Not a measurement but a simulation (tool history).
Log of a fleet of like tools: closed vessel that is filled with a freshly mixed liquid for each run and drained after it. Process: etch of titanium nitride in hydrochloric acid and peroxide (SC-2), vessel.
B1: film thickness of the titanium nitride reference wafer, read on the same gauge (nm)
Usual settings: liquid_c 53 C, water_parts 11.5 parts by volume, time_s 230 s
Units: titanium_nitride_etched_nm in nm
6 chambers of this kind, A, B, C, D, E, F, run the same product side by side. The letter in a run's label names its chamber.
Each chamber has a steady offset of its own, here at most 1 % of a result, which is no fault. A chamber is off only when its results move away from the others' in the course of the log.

run 1B hour=2.3 | liquid_c=53 water_parts=11.5 time_s=230 | B1=39.995 | titanium_nitride_etched_nm=8.2899
run 2A hour=6.8 | liquid_c=53 water_parts=11.5 time_s=230 | B1=40.003 | titanium_nitride_etched_nm=8.4221
run 3D hour=11.6 | liquid_c=53 water_parts=11.5 time_s=230 | B1=39.998 | titanium_nitride_etched_nm=8.4685
run 4E hour=14.7 | liquid_c=53 water_parts=11.5 time_s=230 | B1=39.999 | titanium_nitride_etched_nm=8.2546
run 5C hour=16.9 | liquid_c=53 water_parts=11.5 time_s=230 | B1=39.999 | titanium_nitride_etched_nm=8.4343
run 6F hour=20.5 | liquid_c=53 water_parts=11.5 time_s=230 | B1=39.991 | titanium_nitride_etched_nm=8.346
run 7C hour=24.4 | liquid_c=53 water_parts=11.5 time_s=230 | B1=40.005 | titanium_nitride_etched_nm=8.5105
run 8A hour=26.6 | liquid_c=53 water_parts=11.5 time_s=230 | B1=40.004 | titanium_nitride_etched_nm=8.4909
run 9B hour=29.3 | liquid_c=53 water_parts=11.5 time_s=230 | B1=39.987 | titanium_nitride_etched_nm=8.4078
run 10E hour=34 | liquid_c=53 water_parts=11.5 time_s=230 | B1=40.007 | titanium_nitride_etched_nm=8.2846
run 11F hour=36.3 | liquid_c=53 water_parts=11.5 time_s=230 | B1=39.995 | titanium_nitride_etched_nm=8.4278
run 12D hour=39.9 | liquid_c=53 water_parts=11.5 time_s=230 | B1=40.002 | titanium_nitride_etched_nm=8.5502
-- hour=40.1 chamber B: new drum of peroxide connected
run 13A hour=43.7 | liquid_c=53 water_parts=11.5 time_s=230 | B1=39.999 | titanium_nitride_etched_nm=8.4008
-- hour=46.9 chamber E: new drum of peroxide connected
run 14D hour=48.3 | liquid_c=53 water_parts=11.5 time_s=230 | B1=39.995 | titanium_nitride_etched_nm=8.4407
-- hour=51.5 chamber D: new drum of peroxide connected
run 15E hour=52.7 | liquid_c=53 water_parts=11.5 time_s=230 | B1=39.999 | titanium_nitride_etched_nm=8.4309
run 16C hour=55.2 | liquid_c=53 water_parts=11.5 time_s=230 | B1=40.005 | titanium_nitride_etched_nm=8.3996
run 17B hour=59.2 | liquid_c=53 water_parts=11.5 time_s=230 | B1=39.977 | titanium_nitride_etched_nm=8.3935
run 18F hour=61.9 | liquid_c=53 water_parts=11.5 time_s=230 | B1=40.01 | titanium_nitride_etched_nm=8.4525
run 19B hour=65 | liquid_c=53 water_parts=11.5 time_s=230 | B1=39.982 | titanium_nitride_etched_nm=8.4748
run 20F hour=67.6 | liquid_c=53 water_parts=11.5 time_s=230 | B1=40.016 | titanium_nitride_etched_nm=8.339
run 21A hour=72.4 | liquid_c=58.5 water_parts=11.5 time_s=320 | B1=40.028 | titanium_nitride_etched_nm=16.194
run 22D hour=76.5 | liquid_c=58.5 water_parts=11.5 time_s=320 | B1=39.994 | titanium_nitride_etched_nm=16.745
run 23E hour=79.9 | liquid_c=58.5 water_parts=11.5 time_s=320 | B1=39.979 | titanium_nitride_etched_nm=16.561
run 24C hour=83.3 | liquid_c=58.5 water_parts=11.5 time_s=320 | B1=39.993 | titanium_nitride_etched_nm=16.913
run 25C hour=88 | liquid_c=58.5 water_parts=11.5 time_s=320 | B1=39.998 | titanium_nitride_etched_nm=16.779
run 26D hour=92 | liquid_c=58.5 water_parts=11.5 time_s=320 | B1=39.99 | titanium_nitride_etched_nm=16.582
run 27B hour=94.8 | liquid_c=53 water_parts=11.5 time_s=230 | B1=39.993 | titanium_nitride_etched_nm=8.4598
run 28E hour=98.2 | liquid_c=53 water_parts=11.5 time_s=230 | B1=40.012 | titanium_nitride_etched_nm=8.4582
run 29A hour=102.7 | liquid_c=53 water_parts=11.5 time_s=230 | B1=39.992 | titanium_nitride_etched_nm=7.7935
run 30F hour=106.5 | liquid_c=53 water_parts=11.5 time_s=230 | B1=40.013 | titanium_nitride_etched_nm=8.2962
run 31A hour=110.9 | liquid_c=53 water_parts=11.5 time_s=230 | B1=40.003 | titanium_nitride_etched_nm=7.7767
run 32E hour=113.7 | liquid_c=53 water_parts=11.5 time_s=230 | B1=40.005 | titanium_nitride_etched_nm=8.5013
run 33F hour=118 | liquid_c=53 water_parts=6.5 time_s=230 | B1=39.991 | titanium_nitride_etched_nm=13.36
run 34C hour=121.5 | liquid_c=53 water_parts=6.5 time_s=230 | B1=39.966 | titanium_nitride_etched_nm=13.339
-- hour=121.8 chamber E: thermometer replaced
run 35D hour=126.3 | liquid_c=53 water_parts=6.5 time_s=230 | B1=39.995 | titanium_nitride_etched_nm=13.617
run 36B hour=130.9 | liquid_c=53 water_parts=6.5 time_s=230 | B1=39.979 | titanium_nitride_etched_nm=13.232
run 37A hour=133.5 | liquid_c=53 water_parts=6.5 time_s=230 | B1=39.998 | titanium_nitride_etched_nm=12.191
run 38C hour=137.9 | liquid_c=53 water_parts=6.5 time_s=230 | B1=40 | titanium_nitride_etched_nm=13.553
run 39D hour=140.2 | liquid_c=53 water_parts=11.5 time_s=230 | B1=39.987 | titanium_nitride_etched_nm=8.3102
run 40F hour=144.1 | liquid_c=53 water_parts=11.5 time_s=230 | B1=39.958 | titanium_nitride_etched_nm=8.3752
run 41E hour=147.5 | liquid_c=53 water_parts=11.5 time_s=230 | B1=39.996 | titanium_nitride_etched_nm=8.473
run 42B hour=151.2 | liquid_c=53 water_parts=11.5 time_s=230 | B1=39.981 | titanium_nitride_etched_nm=8.4337
run 43E hour=155.4 | liquid_c=53 water_parts=11.5 time_s=230 | B1=40.013 | titanium_nitride_etched_nm=8.4303
run 44A hour=159.2 | liquid_c=53 water_parts=16 time_s=340 | B1=39.992 | titanium_nitride_etched_nm=8.3754

All 6 chambers run these settings next. Forecast each chamber's results:
run 45A hour=162.6 | liquid_c=53 water_parts=6 time_s=230 | titanium_nitride_etched_nm=?
run 45B hour=162.6 | liquid_c=53 water_parts=6 time_s=230 | titanium_nitride_etched_nm=?
run 45C hour=162.6 | liquid_c=53 water_parts=6 time_s=230 | titanium_nitride_etched_nm=?
run 45D hour=162.6 | liquid_c=53 water_parts=6 time_s=230 | titanium_nitride_etched_nm=?
run 45E hour=162.6 | liquid_c=53 water_parts=6 time_s=230 | titanium_nitride_etched_nm=?
run 45F hour=162.6 | liquid_c=53 water_parts=6 time_s=230 | titanium_nitride_etched_nm=?

run=45A titanium_nitride_etched_nm=12.625
run=45B titanium_nitride_etched_nm=14.111
run=45C titanium_nitride_etched_nm=14.29
run=45D titanium_nitride_etched_nm=14.399
run=45E titanium_nitride_etched_nm=14.319
run=45F titanium_nitride_etched_nm=14.286
